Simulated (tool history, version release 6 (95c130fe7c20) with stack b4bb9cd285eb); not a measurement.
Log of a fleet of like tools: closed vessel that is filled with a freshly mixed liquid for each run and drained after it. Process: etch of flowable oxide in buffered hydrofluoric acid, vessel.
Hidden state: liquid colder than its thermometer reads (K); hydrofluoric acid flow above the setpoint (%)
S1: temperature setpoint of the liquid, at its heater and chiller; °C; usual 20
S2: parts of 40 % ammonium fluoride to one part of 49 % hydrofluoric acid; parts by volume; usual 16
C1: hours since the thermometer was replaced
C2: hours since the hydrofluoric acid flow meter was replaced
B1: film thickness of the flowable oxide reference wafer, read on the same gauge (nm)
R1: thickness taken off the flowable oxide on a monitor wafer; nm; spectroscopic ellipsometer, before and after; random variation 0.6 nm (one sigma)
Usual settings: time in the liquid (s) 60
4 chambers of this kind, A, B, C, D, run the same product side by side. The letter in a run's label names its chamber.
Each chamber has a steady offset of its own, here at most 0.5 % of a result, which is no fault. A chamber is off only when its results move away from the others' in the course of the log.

run 1A hour=7.1 | S1=20 S2=16 time_in_the_liquid_(s)=60 | C1=1213 C2=1091.1 | B1=70.004 | R1=85.288
run 2D hour=13.8 | S1=20 S2=16 time_in_the_liquid_(s)=60 | C1=862.5 C2=754.4 | B1=69.979 | R1=85.372
run 3C hour=24.6 | S1=20 S2=16 time_in_the_liquid_(s)=60 | C1=731.7 C2=355.7 | B1=70.002 | R1=83.98
run 4B hour=37.3 | S1=20 S2=16 time_in_the_liquid_(s)=60 | C1=583 C2=528.5 | B1=70.027 | R1=85.577
run 5C hour=50.5 | S1=20 S2=16 time_in_the_liquid_(s)=60 | C1=757.6 C2=381.6 | B1=70.006 | R1=85.332
run 6A hour=62.9 | S1=20 S2=16 time_in_the_liquid_(s)=60 | C1=1268.8 C2=1146.9 | B1=69.985 | R1=84.828
run 7D hour=75.5 | S1=20 S2=14 time_in_the_liquid_(s)=95 | C1=924.2 C2=816.1 | B1=70.002 | R1=153.88
run 8B hour=86.7 | S1=20 S2=14 time_in_the_liquid_(s)=95 | C1=632.4 C2=577.9 | B1=70.019 | R1=153.69
run 9D hour=94.8 | S1=20 S2=14 time_in_the_liquid_(s)=95 | C1=943.5 C2=835.4 | B1=69.976 | R1=152.47
run 10C hour=103.9 | S1=20 S2=14 time_in_the_liquid_(s)=95 | C1=811 C2=435 | B1=69.961 | R1=153.19
run 11B hour=114 | S1=20 S2=16 time_in_the_liquid_(s)=60 | C1=659.7 C2=605.2 | B1=69.97 | R1=84.359
run 12A hour=122.5 | S1=20 S2=16 time_in_the_liquid_(s)=60 | C1=1328.4 C2=1206.5 | B1=69.994 | R1=84.692
run 13D hour=130.2 | S1=20 S2=16 time_in_the_liquid_(s)=60 | C1=978.9 C2=870.8 | B1=70.033 | R1=85.804
run 14C hour=143.1 | S1=20 S2=16 time_in_the_liquid_(s)=60 | C1=850.2 C2=474.2 | B1=69.979 | R1=84.728
run 15B hour=151.8 | S1=20 S2=16 time_in_the_liquid_(s)=60 | C1=697.5 C2=643 | B1=69.951 | R1=85.838
run 16A hour=165.1 | S1=20 S2=16 time_in_the_liquid_(s)=60 | C1=1371 C2=1249.1 | B1=69.999 | R1=85.931
run 17A hour=174.4 | S1=20 S2=16 time_in_the_liquid_(s)=80 | C1=1380.3 C2=1258.4 | B1=69.986 | R1=114.2
run 18B hour=187.6 | S1=20 S2=16 time_in_the_liquid_(s)=80 | C1=733.3 C2=678.8 | B1=69.983 | R1=113.91
run 19D hour=199.5 | S1=20 S2=16 time_in_the_liquid_(s)=80 | C1=1048.2 C2=940.1 | B1=69.981 | R1=113.77
run 20C hour=211.6 | S1=20 S2=16 time_in_the_liquid_(s)=80 | C1=918.7 C2=542.7 | B1=70.023 | R1=115.04
run 21B hour=218 | S1=17 S2=16 time_in_the_liquid_(s)=60 | C1=763.7 C2=709.2 | B1=70.029 | R1=72.001
run 22A hour=231.8 | S1=17 S2=16 time_in_the_liquid_(s)=60 | C1=1437.7 C2=1315.8 | B1=70.011 | R1=71.562
run 23C hour=239 | S1=17 S2=16 time_in_the_liquid_(s)=60 | C1=946.1 C2=570.1 | B1=70.025 | R1=72.332
run 24D hour=245.6 | S1=17 S2=16 time_in_the_liquid_(s)=60 | C1=1094.3 C2=986.2 | B1=70.019 | R1=72.151
run 25D hour=256.4 | S1=20 S2=16 time_in_the_liquid_(s)=60 | C1=1105.1 C2=997 | B1=70.007 | R1=85.119
run 26A hour=266 | S1=20 S2=16 time_in_the_liquid_(s)=60 | C1=1471.9 C2=1350 | B1=69.972 | R1=84.79
run 27B hour=272.8 | S1=20 S2=16 time_in_the_liquid_(s)=60 | C1=818.5 C2=764 | B1=70.001 | R1=85.491
run 28C hour=281.3 | S1=20 S2=16 time_in_the_liquid_(s)=60 | C1=988.4 C2=612.4 | B1=70.018 | R1=86.345
run 29D hour=287.9 | S1=20 S2=16 time_in_the_liquid_(s)=60 | C1=1136.6 C2=1028.5 | B1=70.016 | R1=85.318
run 30B hour=300.6 | S1=20 S2=22 time_in_the_liquid_(s)=50 | C1=846.3 C2=791.8 | B1=69.99 | R1=53.193
run 31A hour=313.2 | S1=20 S2=22 time_in_the_liquid_(s)=50 | C1=1519.1 C2=1397.2 | B1=69.976 | R1=53.794
run 32C hour=326.4 | S1=20 S2=22 time_in_the_liquid_(s)=50 | C1=1033.5 C2=657.5 | B1=69.998 | R1=54.044
run 33D hour=336.9 | S1=20 S2=22 time_in_the_liquid_(s)=50 | C1=1185.6 C2=1077.5 | B1=70.008 | R1=53.158
run 34A hour=343.1 | S1=20 S2=16 time_in_the_liquid_(s)=60 | C1=1549 C2=1427.1 | B1=69.992 | R1=85.619
run 35B hour=354.1 | S1=20 S2=16 time_in_the_liquid_(s)=60 | C1=899.8 C2=845.3 | B1=69.983 | R1=85.261
run 36C hour=361.5 | S1=20 S2=16 time_in_the_liquid_(s)=60 | C1=1068.6 C2=692.6 | B1=69.983 | R1=87.335
run 37D hour=373.3 | S1=20 S2=16 time_in_the_liquid_(s)=60 | C1=1222 C2=1113.9 | B1=70.021 | R1=85.515
run 38C hour=382.3 | S1=20 S2=16 time_in_the_liquid_(s)=60 | C1=1089.4 C2=713.4 | B1=70.039 | R1=88.217
run 39B hour=392.5 | S1=20 S2=16 time_in_the_liquid_(s)=60 | C1=938.2 C2=883.7 | B1=70.004 | R1=86.474
run 40A hour=405.3 | S1=20 S2=16 time_in_the_liquid_(s)=60 | C1=1611.2 C2=1489.3 | B1=70.027 | R1=85.278
run 41C hour=414 | S1=20 S2=16 time_in_the_liquid_(s)=60 | C1=1121.1 C2=745.1 | B1=70.023 | R1=88.805
run 42A hour=425.1 | S1=20 S2=16 time_in_the_liquid_(s)=60 | C1=1631 C2=1509.1 | B1=69.97 | R1=83.939
run 43D hour=433.9 | S1=20 S2=16 time_in_the_liquid_(s)=60 | C1=1282.6 C2=1174.5 | B1=69.973 | R1=86.982
run 44B hour=440.7 | S1=20 S2=19 time_in_the_liquid_(s)=60 | C1=986.4 C2=931.9 | B1=69.973 | R1=71.512

Is one chamber off against the others, does the gauge drift, or is nothing wrong? If a chamber is off, say which, and what the likeliest cause is.

Chamber C drifts away from the others.
Cause: hydrofluoric acid flow above the setpoint (%) = 4.75.
The log may not tell that from: liquid hotter than its thermometer reads (K).

Here are 4 candidates for chamber C's next run, each the usual settings with a change, their results left as question marks. Which one brings its results back in line with what the others give on the usual settings?
In line means no further than this from the other chambers' mean on the usual settings: R1 2.1 nm
run 45C-1 hour=450.7 | S1=20.5 S2=16 time_in_the_liquid_(s)=60 | R1=?
run 45C-2 hour=450.7 | S1=20 S2=16.5 time_in_the_liquid_(s)=60 | R1=?
run 45C-3 hour=450.7 | S1=20 S2=16 time_in_the_liquid_(s)=65 | R1=?
run 45C-4 hour=450.7 | S1=20 S2=17.5 time_in_the_liquid_(s)=60 | R1=?

The other chambers' mean on the usual settings: R1 85.344 nm
run=45C-1 R1=91.107
run=45C-2 R1=85.858
run=45C-3 R1=95.92
run=45C-4 R1=80.955
45C-2 brings the chamber back in line.
